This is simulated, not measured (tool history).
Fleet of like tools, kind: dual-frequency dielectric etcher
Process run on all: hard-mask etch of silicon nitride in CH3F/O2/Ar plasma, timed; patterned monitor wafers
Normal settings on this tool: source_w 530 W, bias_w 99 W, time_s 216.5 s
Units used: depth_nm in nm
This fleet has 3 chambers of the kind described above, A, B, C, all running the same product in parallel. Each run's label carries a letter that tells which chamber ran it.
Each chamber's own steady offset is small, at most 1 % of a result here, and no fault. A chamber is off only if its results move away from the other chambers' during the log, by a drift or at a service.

run,hour,source_w,bias_w,time_s,"read-back reference wafer on the same gauge, depth_nm",depth_nm
1A,5.1,530,99,216.5,183,188.83
2C,11.7,530,99,216.5,182.91,187.06
3B,15.4,530,99,216.5,183,186.08
4C,20.8,530,99,216.5,183.02,187.46
5B,28.8,530,99,216.5,183.05,187.81
6A,33.9,450,99,216.5,182.97,178.87
7C,41.5,450,99,216.5,183.1,176.48
8B,46.1,450,99,216.5,182.96,176.81
9A,50.6,530,99,216.5,182.94,188.4
# hour 56.7: chamber B: wet clean of the chamber
10A,58.3,530,99,216.5,182.97,188.76
11C,64.6,530,99,216.5,182.98,186.21
12B,72,460,79,216.5,182.94,161.38
13C,78.4,460,79,216.5,183.07,163.55
14B,85,460,79,216.5,183.06,160.86
15A,90,530,99,216.5,183.17,189.14
16B,93.7,530,99,216.5,183.11,182.9
17A,99.4,530,99,216.5,182.97,189.66
# hour 101.6: chamber A: wet clean of the chamber
18C,103,530,99,216.5,183.04,187.76
# hour 108: chamber C: wet clean of the chamber
19A,109.5,530,99,216.5,183.16,189.98
20C,116.2,530,99,216.5,183.01,188.18
21B,122.7,530,99,216.5,182.97,182.72
22C,126.6,530,99,216.5,183,186.71
23A,133,530,99,216.5,182.81,188.2
24B,139.8,530,99,216.5,183.01,183.44
25A,147,480,99,195.5,183.06,165.08
26B,152.3,480,99,195.5,182.94,159.63
27C,158.3,480,99,195.5,182.88,162.98

Does one chamber stand apart from the rest, does the shared gauge drift, or is all well apart from small per-chamber offsets? Give the chamber and the most likely cause, where there is one.

A service on chamber B put it out of line with the rest.
What lies behind it: etch rate under this chamber's usual, % = 2.32.

Which of the 4 candidates below, each the usual settings with something changed and its results left as question marks, puts chamber B back in line with what the other chambers give on the usual settings?
To be in line, a result may differ from the other chambers' mean on the usual settings by at most: depth_nm 2.5 nm
28B-1,164.2,530,100,221.5,,?
28B-2,164.2,530,99,205.5,,?
28B-3,164.2,540,99,226.5,,?
28B-4,164.2,490,99,216.5,,?

Usual-settings mean across the other chambers: depth_nm 188.45 nm
run,depth_nm
28B-1,188.03
28B-2,173.83
28B-3,192.92
28B-4,177.92
28B-1 brings the chamber back in line.

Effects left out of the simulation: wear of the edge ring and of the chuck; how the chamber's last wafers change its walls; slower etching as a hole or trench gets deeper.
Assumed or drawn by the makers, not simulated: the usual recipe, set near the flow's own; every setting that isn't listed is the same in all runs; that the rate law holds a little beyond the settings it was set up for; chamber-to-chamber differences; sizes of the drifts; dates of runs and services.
